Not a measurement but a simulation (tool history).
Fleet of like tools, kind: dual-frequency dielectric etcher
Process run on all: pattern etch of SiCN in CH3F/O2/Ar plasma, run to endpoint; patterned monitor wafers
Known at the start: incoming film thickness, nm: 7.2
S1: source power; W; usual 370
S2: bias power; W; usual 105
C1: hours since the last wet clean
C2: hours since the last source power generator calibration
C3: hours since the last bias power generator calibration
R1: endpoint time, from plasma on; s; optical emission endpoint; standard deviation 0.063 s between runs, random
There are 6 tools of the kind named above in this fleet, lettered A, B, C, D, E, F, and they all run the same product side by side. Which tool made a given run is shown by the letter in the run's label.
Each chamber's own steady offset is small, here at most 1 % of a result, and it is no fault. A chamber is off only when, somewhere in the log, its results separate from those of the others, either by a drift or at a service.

run,hour,S1,S2,C1,C2,C3,R1
1C,4.2,370,105,104.3,1196.3,1554.5,17.155
2E,9,370,105,108.7,1272.9,921.3,17.212
3F,12.3,370,105,55,1146,227.7,17.297
4D,17.7,370,105,187.3,4555.9,2696,17.152
5B,24.9,370,105,281.3,1252.3,2030.4,17.195
6A,28.8,370,105,267.4,309,4045,17.212
7F,34.7,370,105,77.4,1168.4,250.1,17.331
8B,39,370,105,295.4,1266.4,2044.5,17.218
9D,45.2,440,105,214.8,4583.4,2723.5,16.19
10E,51.3,440,105,151,1315.2,963.6,16.159
11A,57.1,440,105,295.7,337.3,4073.3,16.1
12C,61.9,440,105,162,1254,1612.2,16.139
13C,67.3,440,105,167.4,1259.4,1617.6,16.149
14B,73,440,105,329.4,1300.4,2078.5,16.132
15E,76.3,370,105,176,1340.2,988.6,17.202
16D,80.8,370,105,250.4,4619,2759.1,17.24
17F,87,370,105,129.7,1220.7,302.4,17.179
18A,91.8,370,105,330.4,372,4108,17.309
19B,95.8,370,105,352.2,1323.2,2101.3,17.243
# hour 99.7: chamber B: wet clean of the chamber
20C,101.9,370,105,202,1294,1652.2,17.289
21D,109.4,340,105,279,4647.6,2787.7,17.802
22F,114.7,340,105,157.4,1248.4,330.1,17.951
23E,119.1,340,105,218.8,1383,1031.4,17.838
24A,123.9,340,105,362.5,404.1,4140.1,17.858
25E,128.5,340,105,228.2,1392.4,1040.8,17.682
26F,134.2,340,105,176.9,1267.9,349.6,17.791
27B,140,370,105,40.3,1367.4,2145.5,17.166
28A,147,370,105,385.6,427.2,4163.2,17.356
29C,153,370,105,253.1,1345.1,1703.3,17.123
30D,159.6,370,105,329.2,4697.8,2837.9,17.122
31C,163.6,370,105,263.7,1355.7,1713.9,17.13
32D,169.3,370,105,338.9,4707.5,2847.6,17.13
33F,174.3,370,105,217,1308,389.7,17.241
34A,178.7,370,105,417.3,458.9,4194.9,17.487
35E,183.3,370,105,283,1447.2,1095.6,17.238
36B,187,370,105,87.3,1414.4,2192.5,17.2
37F,191.9,370,105,234.6,1325.6,407.3,17.241
38D,196.1,370,116,365.7,4734.3,2874.4,16.491
39B,199.6,370,116,99.9,1427,2205.1,16.539
40C,204.9,370,116,305,1397,1755.2,16.539

All chambers now run identical settings, listed one chamber a line with results as question marks. What results will each chamber show?
41A,210.3,370,115,,,,?
41B,210.3,370,115,,,,?
41C,210.3,370,115,,,,?
41D,210.3,370,115,,,,?
41E,210.3,370,115,,,,?
41F,210.3,370,115,,,,?

run,R1
41A,16.818
41B,16.618
41C,16.534
41D,16.629
41E,16.583
41F,16.646

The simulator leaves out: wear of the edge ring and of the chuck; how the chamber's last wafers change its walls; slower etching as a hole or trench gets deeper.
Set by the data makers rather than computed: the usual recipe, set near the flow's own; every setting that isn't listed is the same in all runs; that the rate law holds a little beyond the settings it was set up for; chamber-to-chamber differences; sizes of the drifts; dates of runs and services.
